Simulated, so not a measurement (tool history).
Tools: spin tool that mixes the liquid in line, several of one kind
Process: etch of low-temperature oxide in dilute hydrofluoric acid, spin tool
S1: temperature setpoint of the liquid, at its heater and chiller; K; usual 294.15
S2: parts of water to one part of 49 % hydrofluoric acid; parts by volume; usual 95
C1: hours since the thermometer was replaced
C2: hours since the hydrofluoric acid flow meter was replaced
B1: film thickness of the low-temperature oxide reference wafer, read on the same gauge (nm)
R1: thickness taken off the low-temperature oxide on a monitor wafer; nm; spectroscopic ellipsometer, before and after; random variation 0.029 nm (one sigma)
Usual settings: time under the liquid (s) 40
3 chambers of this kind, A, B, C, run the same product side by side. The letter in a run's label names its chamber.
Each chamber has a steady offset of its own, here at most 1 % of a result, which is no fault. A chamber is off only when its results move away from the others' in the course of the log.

{"run": "1C", "hour": 2.9, "S1": 294.15, "S2": 95, "time under the liquid (s)": 40, "C1": 451.6, "C2": 149.8, "B1": 100.0, "R1": 5.6959}
{"run": "2B", "hour": 7.1, "S1": 294.15, "S2": 95, "time under the liquid (s)": 40, "C1": 582.7, "C2": 1182.7, "B1": 99.996, "R1": 5.7087}
{"run": "3A", "hour": 9.5, "S1": 294.15, "S2": 95, "time under the liquid (s)": 40, "C1": 1330.5, "C2": 462.8, "B1": 100.0, "R1": 5.6316}
{"run": "4C", "hour": 12.9, "S1": 294.15, "S2": 95, "time under the liquid (s)": 40, "C1": 461.6, "C2": 159.8, "B1": 99.995, "R1": 5.7117}
{"run": "5B", "hour": 15.9, "S1": 294.15, "S2": 95, "time under the liquid (s)": 40, "C1": 591.5, "C2": 1191.5, "B1": 100.01, "R1": 5.7216}
{"run": "6A", "hour": 18.3, "S1": 294.15, "S2": 95, "time under the liquid (s)": 40, "C1": 1339.3, "C2": 471.6, "B1": 100.01, "R1": 5.7202}
{"run": "7C", "hour": 22.5, "S1": 299.15, "S2": 95, "time under the liquid (s)": 20, "C1": 471.2, "C2": 169.4, "B1": 99.997, "R1": 3.4822}
{"run": "8B", "hour": 26.4, "S1": 299.15, "S2": 95, "time under the liquid (s)": 20, "C1": 602.0, "C2": 1202.0, "B1": 100.04, "R1": 3.4932}
{"run": "9A", "hour": 28.7, "S1": 299.15, "S2": 95, "time under the liquid (s)": 20, "C1": 1349.7, "C2": 482.0, "B1": 99.979, "R1": 3.458}
{"run": "10B", "hour": 31.1, "S1": 294.15, "S2": 95, "time under the liquid (s)": 40, "C1": 606.7, "C2": 1206.7, "B1": 100.0, "R1": 5.7831}
{"run": "11C", "hour": 35.4, "S1": 294.15, "S2": 95, "time under the liquid (s)": 40, "C1": 484.1, "C2": 182.3, "B1": 100.01, "R1": 5.7459}
{"run": "12A", "hour": 38.9, "S1": 294.15, "S2": 95, "time under the liquid (s)": 40, "C1": 1359.9, "C2": 492.2, "B1": 100.0, "R1": 5.6922}
{"run": "13C", "hour": 42.3, "S1": 294.15, "S2": 95, "time under the liquid (s)": 40, "C1": 491.0, "C2": 189.2, "B1": 100.0, "R1": 5.6628}
{"run": "14A", "hour": 45.2, "S1": 294.15, "S2": 95, "time under the liquid (s)": 40, "C1": 1366.2, "C2": 498.5, "B1": 100.01, "R1": 5.7472}
{"run": "15B", "hour": 47.0, "S1": 294.15, "S2": 95, "time under the liquid (s)": 40, "C1": 622.6, "C2": 1222.6, "B1": 100.01, "R1": 5.7407}
{"run": "16C", "hour": 50.5, "S1": 294.15, "S2": 95, "time under the liquid (s)": 40, "C1": 499.2, "C2": 197.4, "B1": 99.988, "R1": 5.6684}
{"run": "17B", "hour": 54.0, "S1": 294.15, "S2": 95, "time under the liquid (s)": 40, "C1": 629.6, "C2": 1229.6, "B1": 100.01, "R1": 5.7729}
{"run": "18A", "hour": 57.9, "S1": 294.15, "S2": 95, "time under the liquid (s)": 40, "C1": 1378.9, "C2": 511.2, "B1": 100.0, "R1": 5.7208}
{"run": "19A", "hour": 60.0, "S1": 294.15, "S2": 80, "time under the liquid (s)": 40, "C1": 1381.0, "C2": 513.3, "B1": 100.0, "R1": 6.8754}
{"run": "20C", "hour": 62.0, "S1": 294.15, "S2": 80, "time under the liquid (s)": 40, "C1": 510.7, "C2": 208.9, "B1": 99.992, "R1": 6.8538}
{"run": "21B", "hour": 64.0, "S1": 294.15, "S2": 80, "time under the liquid (s)": 40, "C1": 639.6, "C2": 1239.6, "B1": 99.999, "R1": 6.9216}
{"run": "22C", "hour": 66.5, "S1": 294.15, "S2": 95, "time under the liquid (s)": 30, "C1": 515.2, "C2": 213.4, "B1": 99.989, "R1": 4.2536}
{"run": "23B", "hour": 69.6, "S1": 294.15, "S2": 95, "time under the liquid (s)": 30, "C1": 645.2, "C2": 1245.2, "B1": 100.0, "R1": 4.3214}
{"run": "24A", "hour": 72.8, "S1": 294.15, "S2": 95, "time under the liquid (s)": 30, "C1": 1393.8, "C2": 526.1, "B1": 99.99, "R1": 4.2786}
{"run": "25C", "hour": 75.6, "S1": 291.15, "S2": 95, "time under the liquid (s)": 55, "C1": 524.3, "C2": 222.5, "B1": 99.998, "R1": 6.8578}
{"run": "26B", "hour": 77.7, "S1": 291.15, "S2": 95, "time under the liquid (s)": 55, "C1": 653.3, "C2": 1253.3, "B1": 100.02, "R1": 6.9713}
{"hour": 79.5, "done": "chamber A: hydrofluoric acid flow meter replaced"}
{"run": "27A", "hour": 80.1, "S1": 291.15, "S2": 95, "time under the liquid (s)": 55, "C1": 1401.1, "C2": 0.6, "B1": 100.01, "R1": 6.9296}
{"run": "28B", "hour": 82.7, "S1": 294.15, "S2": 135, "time under the liquid (s)": 40, "C1": 658.3, "C2": 1258.3, "B1": 100.01, "R1": 3.886}
{"run": "29C", "hour": 86.9, "S1": 294.15, "S2": 135, "time under the liquid (s)": 40, "C1": 535.6, "C2": 233.8, "B1": 99.991, "R1": 3.7587}
{"run": "30A", "hour": 90.0, "S1": 294.15, "S2": 135, "time under the liquid (s)": 40, "C1": 1411.0, "C2": 10.5, "B1": 99.998, "R1": 3.8429}
{"run": "31C", "hour": 94.3, "S1": 294.15, "S2": 95, "time under the liquid (s)": 40, "C1": 543.0, "C2": 241.2, "B1": 99.983, "R1": 5.6867}
{"run": "32A", "hour": 98.3, "S1": 294.15, "S2": 95, "time under the liquid (s)": 40, "C1": 1419.3, "C2": 18.8, "B1": 99.993, "R1": 5.6962}
{"run": "33B", "hour": 100.4, "S1": 294.15, "S2": 95, "time under the liquid (s)": 40, "C1": 676.0, "C2": 1276.0, "B1": 99.977, "R1": 5.7462}
{"run": "34A", "hour": 103.3, "S1": 294.15, "S2": 95, "time under the liquid (s)": 40, "C1": 1424.3, "C2": 23.8, "B1": 100.01, "R1": 5.6753}
{"run": "35C", "hour": 106.0, "S1": 294.15, "S2": 95, "time under the liquid (s)": 40, "C1": 554.7, "C2": 252.9, "B1": 99.984, "R1": 5.703}
{"run": "36B", "hour": 108.3, "S1": 294.15, "S2": 95, "time under the liquid (s)": 40, "C1": 683.9, "C2": 1283.9, "B1": 99.988, "R1": 5.741}
{"run": "37B", "hour": 110.9, "S1": 294.15, "S2": 95, "time under the liquid (s)": 40, "C1": 686.5, "C2": 1286.5, "B1": 100.0, "R1": 5.7484}
{"run": "38A", "hour": 113.4, "S1": 297.65, "S2": 95, "time under the liquid (s)": 60, "C1": 1434.4, "C2": 33.9, "B1": 100.01, "R1": 9.8591}
{"run": "39C", "hour": 117.6, "S1": 297.65, "S2": 95, "time under the liquid (s)": 60, "C1": 566.3, "C2": 264.5, "B1": 99.999, "R1": 9.8523}

Is one chamber off against the others, does the gauge drift, or is nothing wrong? If a chamber is off, say which, and what the likeliest cause is.

No chamber stands off beyond its own small offset, and the gauge holds steady.

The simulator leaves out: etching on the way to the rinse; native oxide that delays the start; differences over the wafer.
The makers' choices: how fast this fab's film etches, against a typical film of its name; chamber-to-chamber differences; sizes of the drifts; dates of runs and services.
